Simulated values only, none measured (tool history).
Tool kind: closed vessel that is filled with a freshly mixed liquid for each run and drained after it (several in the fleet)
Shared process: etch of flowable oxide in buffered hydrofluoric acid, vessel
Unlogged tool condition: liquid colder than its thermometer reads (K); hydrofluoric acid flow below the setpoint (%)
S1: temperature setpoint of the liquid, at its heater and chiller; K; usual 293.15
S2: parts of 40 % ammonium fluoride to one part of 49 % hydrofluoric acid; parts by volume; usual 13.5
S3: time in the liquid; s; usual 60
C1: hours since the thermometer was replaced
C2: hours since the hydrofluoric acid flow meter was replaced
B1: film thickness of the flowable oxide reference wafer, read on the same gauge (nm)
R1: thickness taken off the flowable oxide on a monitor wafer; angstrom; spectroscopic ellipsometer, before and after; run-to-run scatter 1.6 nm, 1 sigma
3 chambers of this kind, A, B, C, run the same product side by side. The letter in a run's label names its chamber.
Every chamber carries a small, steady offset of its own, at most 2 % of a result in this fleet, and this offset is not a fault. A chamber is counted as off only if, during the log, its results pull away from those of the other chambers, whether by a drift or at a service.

run 1B hour=2.5 | S1=293.15 S2=13.5 S3=60 | C1=1310.2 C2=725.7 | B1=110 | R1=1643.5
run 2C hour=6.8 | S1=293.15 S2=13.5 S3=60 | C1=244.8 C2=1475.7 | B1=109.98 | R1=1615
run 3A hour=9.6 | S1=293.15 S2=13.5 S3=60 | C1=1036.6 C2=884.5 | B1=110.01 | R1=1637
run 4B hour=14.6 | S1=293.15 S2=13.5 S3=60 | C1=1322.3 C2=737.8 | B1=110 | R1=1637.8
run 5C hour=18.9 | S1=293.15 S2=13.5 S3=60 | C1=256.9 C2=1487.8 | B1=109.98 | R1=1634.1
run 6A hour=22.5 | S1=293.15 S2=13.5 S3=60 | C1=1049.5 C2=897.4 | B1=109.99 | R1=1643.1
run 7C hour=26.4 | S1=293.15 S2=13.5 S3=60 | C1=264.4 C2=1495.3 | B1=110.02 | R1=1598.7
run 8A hour=28.8 | S1=293.15 S2=13.5 S3=60 | C1=1055.8 C2=903.7 | B1=109.99 | R1=1640.9
run 9B hour=31.5 | S1=293.15 S2=13.5 S3=60 | C1=1339.2 C2=754.7 | B1=109.99 | R1=1671.7
run 10B hour=35.1 | S1=293.15 S2=13.5 S3=60 | C1=1342.8 C2=758.3 | B1=110 | R1=1658.2
run 11C hour=39.1 | S1=293.15 S2=10 S3=50 | C1=277.1 C2=1508 | B1=110 | R1=1799.2
run 12A hour=42.6 | S1=293.15 S2=10 S3=50 | C1=1069.6 C2=917.5 | B1=109.99 | R1=1804.4
run 13B hour=47.7 | S1=293.15 S2=10 S3=50 | C1=1355.4 C2=770.9 | B1=110.03 | R1=1867.6
run 14A hour=50.5 | S1=293.15 S2=13.5 S3=60 | C1=1077.5 C2=925.4 | B1=110.02 | R1=1646.2
run 15C hour=53 | S1=293.15 S2=13.5 S3=60 | C1=291 C2=1521.9 | B1=110 | R1=1586.1
run 16B hour=56.6 | S1=293.15 S2=13.5 S3=60 | C1=1364.3 C2=779.8 | B1=110 | R1=1613.3
run 17A hour=59.3 | S1=293.15 S2=13.5 S3=60 | C1=1086.3 C2=934.2 | B1=109.99 | R1=1648.6
run 18C hour=63.2 | S1=293.15 S2=13.5 S3=60 | C1=301.2 C2=1532.1 | B1=109.99 | R1=1598.6
run 19C hour=67.2 | S1=293.15 S2=13.5 S3=60 | C1=305.2 C2=1536.1 | B1=110 | R1=1616.5
run 20B hour=70.9 | S1=293.15 S2=13.5 S3=60 | C1=1378.6 C2=794.1 | B1=110 | R1=1612.7
run 21A hour=75.3 | S1=295.65 S2=13.5 S3=70 | C1=1102.3 C2=950.2 | B1=109.99 | R1=2208.1
run 22A hour=77.8 | S1=295.65 S2=13.5 S3=70 | C1=1104.8 C2=952.7 | B1=109.99 | R1=2201.8
run 23C hour=82.9 | S1=295.65 S2=13.5 S3=70 | C1=320.9 C2=1551.8 | B1=110.01 | R1=2154.5
run 24B hour=87.3 | S1=293.15 S2=13.5 S3=60 | C1=1395 C2=810.5 | B1=110.01 | R1=1554.2
run 25C hour=90.4 | S1=293.15 S2=13.5 S3=60 | C1=328.4 C2=1559.3 | B1=110.02 | R1=1585.4
run 26A hour=95.3 | S1=293.15 S2=13.5 S3=60 | C1=1122.3 C2=970.2 | B1=110 | R1=1655.6
run 27B hour=98 | S1=293.15 S2=13.5 S3=60 | C1=1405.7 C2=821.2 | B1=110.01 | R1=1582.8
run 28A hour=102.3 | S1=293.15 S2=13.5 S3=60 | C1=1129.3 C2=977.2 | B1=110 | R1=1638.6
run 29B hour=105.3 | S1=293.15 S2=13.5 S3=60 | C1=1413 C2=828.5 | B1=110.01 | R1=1542.6
run 30C hour=110.4 | S1=293.15 S2=13.5 S3=60 | C1=348.4 C2=1579.3 | B1=110 | R1=1586.4
run 31B hour=115.3 | S1=293.15 S2=13.5 S3=60 | C1=1423 C2=838.5 | B1=110.01 | R1=1551
run 32A hour=119.8 | S1=293.15 S2=13.5 S3=60 | C1=1146.8 C2=994.7 | B1=109.99 | R1=1658.3
run 33C hour=123 | S1=293.15 S2=13.5 S3=40 | C1=361 C2=1591.9 | B1=109.99 | R1=1075.2
run 34B hour=127 | S1=293.15 S2=13.5 S3=40 | C1=1434.7 C2=850.2 | B1=110.02 | R1=1022.6
run 35C hour=130.1 | S1=293.15 S2=13.5 S3=40 | C1=368.1 C2=1599 | B1=109.99 | R1=1081.1
run 36A hour=133.9 | S1=293.15 S2=13.5 S3=60 | C1=1160.9 C2=1008.8 | B1=109.99 | R1=1622.6
run 37C hour=137.5 | S1=293.15 S2=13.5 S3=60 | C1=375.5 C2=1606.4 | B1=110.01 | R1=1603.9
run 38A hour=141.1 | S1=293.15 S2=13.5 S3=60 | C1=1168.1 C2=1016 | B1=110.03 | R1=1665

All 3 chambers run these settings next. Forecast each chamber's results:
run 39A hour=144.8 | S1=293.15 S2=13.5 S3=60 | R1=?
run 39B hour=144.8 | S1=293.15 S2=13.5 S3=60 | R1=?
run 39C hour=144.8 | S1=293.15 S2=13.5 S3=60 | R1=?

run=39A R1=1656
run=39B R1=1454.8
run=39C R1=1609.8

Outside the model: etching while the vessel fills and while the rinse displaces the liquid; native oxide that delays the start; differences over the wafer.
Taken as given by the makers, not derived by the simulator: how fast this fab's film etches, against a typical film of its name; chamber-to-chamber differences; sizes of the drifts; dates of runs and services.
